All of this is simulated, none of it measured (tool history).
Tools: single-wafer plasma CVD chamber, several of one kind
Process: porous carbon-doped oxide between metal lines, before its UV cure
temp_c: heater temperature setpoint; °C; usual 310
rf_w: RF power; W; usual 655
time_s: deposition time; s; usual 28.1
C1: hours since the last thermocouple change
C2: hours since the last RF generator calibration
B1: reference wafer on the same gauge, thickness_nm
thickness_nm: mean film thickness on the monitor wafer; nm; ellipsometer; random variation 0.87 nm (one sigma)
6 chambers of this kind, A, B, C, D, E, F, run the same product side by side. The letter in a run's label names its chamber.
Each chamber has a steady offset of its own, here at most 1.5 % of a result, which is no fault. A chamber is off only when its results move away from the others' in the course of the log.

{"run": "1A", "day": 0.133, "temp_c": 310, "rf_w": 655, "time_s": 28.1, "C1": 941.9, "C2": 580.5, "B1": 196.95, "thickness_nm": 171.54}
{"run": "2B", "day": 0.267, "temp_c": 310, "rf_w": 655, "time_s": 28.1, "C1": 1392.5, "C2": 2197.7, "B1": 196.89, "thickness_nm": 170.24}
{"run": "3E", "day": 0.442, "temp_c": 310, "rf_w": 655, "time_s": 28.1, "C1": 2053.7, "C2": 503.5, "B1": 197.06, "thickness_nm": 172.41}
{"run": "4F", "day": 0.612, "temp_c": 310, "rf_w": 655, "time_s": 28.1, "C1": 977.0, "C2": 893.6, "B1": 197.11, "thickness_nm": 170.56}
{"run": "5C", "day": 0.762, "temp_c": 310, "rf_w": 655, "time_s": 28.1, "C1": 602.6, "C2": 1682.8, "B1": 197.15, "thickness_nm": 172.54}
{"run": "6D", "day": 0.888, "temp_c": 310, "rf_w": 655, "time_s": 28.1, "C1": 268.8, "C2": 576.4, "B1": 197.14, "thickness_nm": 173.48}
{"run": "7A", "day": 1.062, "temp_c": 310, "rf_w": 655, "time_s": 28.1, "C1": 964.2, "C2": 602.8, "B1": 196.9, "thickness_nm": 171.11}
{"run": "8F", "day": 1.146, "temp_c": 310, "rf_w": 655, "time_s": 28.1, "C1": 989.8, "C2": 906.4, "B1": 196.83, "thickness_nm": 170.92}
{"run": "9B", "day": 1.3, "temp_c": 310, "rf_w": 655, "time_s": 28.1, "C1": 1417.3, "C2": 2222.5, "B1": 197.02, "thickness_nm": 169.54}
{"run": "10E", "day": 1.433, "temp_c": 310, "rf_w": 655, "time_s": 28.1, "C1": 2077.5, "C2": 527.3, "B1": 196.96, "thickness_nm": 171.85}
{"run": "11C", "day": 1.558, "temp_c": 310, "rf_w": 655, "time_s": 28.1, "C1": 621.7, "C2": 1701.9, "B1": 197.0, "thickness_nm": 172.14}
{"run": "12D", "day": 1.733, "temp_c": 310, "rf_w": 655, "time_s": 28.1, "C1": 289.1, "C2": 596.7, "B1": 197.08, "thickness_nm": 173.72}
{"run": "13D", "day": 1.846, "temp_c": 310, "rf_w": 655, "time_s": 28.1, "C1": 291.8, "C2": 599.4, "B1": 197.11, "thickness_nm": 172.44}
{"run": "14E", "day": 1.967, "temp_c": 310, "rf_w": 655, "time_s": 28.1, "C1": 2090.3, "C2": 540.1, "B1": 196.96, "thickness_nm": 171.4}
{"run": "15A", "day": 2.05, "temp_c": 310, "rf_w": 760, "time_s": 28.1, "C1": 987.9, "C2": 626.5, "B1": 196.87, "thickness_nm": 185.71}
{"run": "16C", "day": 2.188, "temp_c": 310, "rf_w": 760, "time_s": 28.1, "C1": 636.8, "C2": 1717.0, "B1": 197.06, "thickness_nm": 189.42}
{"day": 2.275, "done": "chamber C: RF generator calibrated"}
{"run": "17F", "day": 2.333, "temp_c": 310, "rf_w": 760, "time_s": 28.1, "C1": 1018.3, "C2": 934.9, "B1": 196.86, "thickness_nm": 188.11}
{"run": "18B", "day": 2.496, "temp_c": 310, "rf_w": 760, "time_s": 28.1, "C1": 1446.0, "C2": 2251.2, "B1": 197.0, "thickness_nm": 187.84}
{"run": "19A", "day": 2.617, "temp_c": 310, "rf_w": 760, "time_s": 28.1, "C1": 1001.5, "C2": 640.1, "B1": 196.73, "thickness_nm": 184.82}
{"run": "20B", "day": 2.75, "temp_c": 310, "rf_w": 760, "time_s": 28.1, "C1": 1452.1, "C2": 2257.3, "B1": 196.76, "thickness_nm": 187.75}
{"run": "21F", "day": 2.892, "temp_c": 310, "rf_w": 655, "time_s": 28.1, "C1": 1031.7, "C2": 948.3, "B1": 197.09, "thickness_nm": 170.81}
{"run": "22C", "day": 2.988, "temp_c": 310, "rf_w": 760, "time_s": 30.3, "C1": 656.0, "C2": 17.2, "B1": 197.05, "thickness_nm": 204.3}
{"run": "23E", "day": 3.142, "temp_c": 310, "rf_w": 760, "time_s": 30.3, "C1": 2118.5, "C2": 568.3, "B1": 196.89, "thickness_nm": 202.81}
{"run": "24D", "day": 3.229, "temp_c": 310, "rf_w": 760, "time_s": 30.3, "C1": 325.0, "C2": 632.6, "B1": 197.16, "thickness_nm": 205.23}
{"run": "25D", "day": 3.388, "temp_c": 310, "rf_w": 760, "time_s": 30.3, "C1": 328.8, "C2": 636.4, "B1": 197.2, "thickness_nm": 204.57}
{"run": "26E", "day": 3.504, "temp_c": 310, "rf_w": 760, "time_s": 30.3, "C1": 2127.2, "C2": 577.0, "B1": 196.91, "thickness_nm": 204.34}
{"day": 3.521, "done": "chamber B: thermocouple changed; heater temperature recalibrated"}
{"run": "27F", "day": 3.579, "temp_c": 310, "rf_w": 760, "time_s": 30.3, "C1": 1048.2, "C2": 964.8, "B1": 197.06, "thickness_nm": 201.87}
{"run": "28C", "day": 3.671, "temp_c": 310, "rf_w": 655, "time_s": 28.1, "C1": 672.4, "C2": 33.6, "B1": 197.23, "thickness_nm": 172.42}
{"run": "29B", "day": 3.846, "temp_c": 310, "rf_w": 655, "time_s": 28.1, "C1": 7.8, "C2": 2283.6, "B1": 196.92, "thickness_nm": 169.73}
{"run": "30A", "day": 4.025, "temp_c": 310, "rf_w": 655, "time_s": 28.1, "C1": 1035.3, "C2": 673.9, "B1": 197.04, "thickness_nm": 168.2}
{"run": "31D", "day": 4.2, "temp_c": 310, "rf_w": 655, "time_s": 28.1, "C1": 348.3, "C2": 655.9, "B1": 196.89, "thickness_nm": 174.71}
{"run": "32E", "day": 4.371, "temp_c": 310, "rf_w": 535, "time_s": 26.2, "C1": 2148.0, "C2": 597.8, "B1": 197.21, "thickness_nm": 139.39}
{"run": "33F", "day": 4.454, "temp_c": 310, "rf_w": 535, "time_s": 26.2, "C1": 1069.2, "C2": 985.8, "B1": 196.83, "thickness_nm": 139.02}
{"run": "34A", "day": 4.633, "temp_c": 310, "rf_w": 535, "time_s": 26.2, "C1": 1049.9, "C2": 688.5, "B1": 196.96, "thickness_nm": 135.11}
{"run": "35B", "day": 4.775, "temp_c": 310, "rf_w": 535, "time_s": 26.2, "C1": 30.1, "C2": 2305.9, "B1": 196.77, "thickness_nm": 138.23}
{"run": "36C", "day": 4.933, "temp_c": 310, "rf_w": 535, "time_s": 26.2, "C1": 702.7, "C2": 63.9, "B1": 197.22, "thickness_nm": 140.02}
{"run": "37C", "day": 5.088, "temp_c": 310, "rf_w": 535, "time_s": 26.2, "C1": 706.4, "C2": 67.6, "B1": 196.89, "thickness_nm": 140.82}
{"day": 5.167, "done": "chamber B: RF generator calibrated"}
{"run": "38F", "day": 5.212, "temp_c": 310, "rf_w": 655, "time_s": 28.1, "C1": 1087.4, "C2": 1004.0, "B1": 197.12, "thickness_nm": 171.75}
{"run": "39A", "day": 5.362, "temp_c": 310, "rf_w": 655, "time_s": 28.1, "C1": 1067.4, "C2": 706.0, "B1": 196.94, "thickness_nm": 164.51}
{"run": "40B", "day": 5.512, "temp_c": 310, "rf_w": 655, "time_s": 28.1, "C1": 47.8, "C2": 8.3, "B1": 197.21, "thickness_nm": 170.08}
{"run": "41D", "day": 5.662, "temp_c": 310, "rf_w": 655, "time_s": 28.1, "C1": 383.4, "C2": 691.0, "B1": 196.89, "thickness_nm": 173.09}
{"run": "42E", "day": 5.821, "temp_c": 310, "rf_w": 655, "time_s": 28.1, "C1": 2182.8, "C2": 632.6, "B1": 196.95, "thickness_nm": 170.0}
{"run": "43D", "day": 5.921, "temp_c": 310, "rf_w": 655, "time_s": 28.1, "C1": 389.6, "C2": 697.2, "B1": 197.08, "thickness_nm": 174.24}

Is one chamber off against the others, does the gauge drift, or is nothing wrong? If a chamber is off, say which, and what the likeliest cause is.

Chamber A drifts away from the others.
Cause: delivered RF power below the setpoint (%) = 5.97.

Here are 4 candidates for chamber A's next run, each the usual settings with a change, their results left as question marks. Which one brings its results back in line with what the others give on the usual settings?
In line means no further than this from the other chambers' mean on the usual settings: thickness_nm 3.10 nm
{"run": "44A-1", "day": 6.05, "temp_c": 311, "rf_w": 640, "time_s": 27.3, "thickness_nm": "?"}
{"run": "44A-2", "day": 6.05, "temp_c": 308, "rf_w": 690, "time_s": 28.1, "thickness_nm": "?"}
{"run": "44A-3", "day": 6.05, "temp_c": 312, "rf_w": 655, "time_s": 26.1, "thickness_nm": "?"}
{"run": "44A-4", "day": 6.05, "temp_c": 295, "rf_w": 655, "time_s": 28.1, "thickness_nm": "?"}

The other chambers' mean on the usual settings: thickness_nm 171.66 nm
run=44A-1 thickness_nm=156.87
run=44A-2 thickness_nm=172.02
run=44A-3 thickness_nm=151.64
run=44A-4 thickness_nm=178.96
44A-2 brings the chamber back in line.
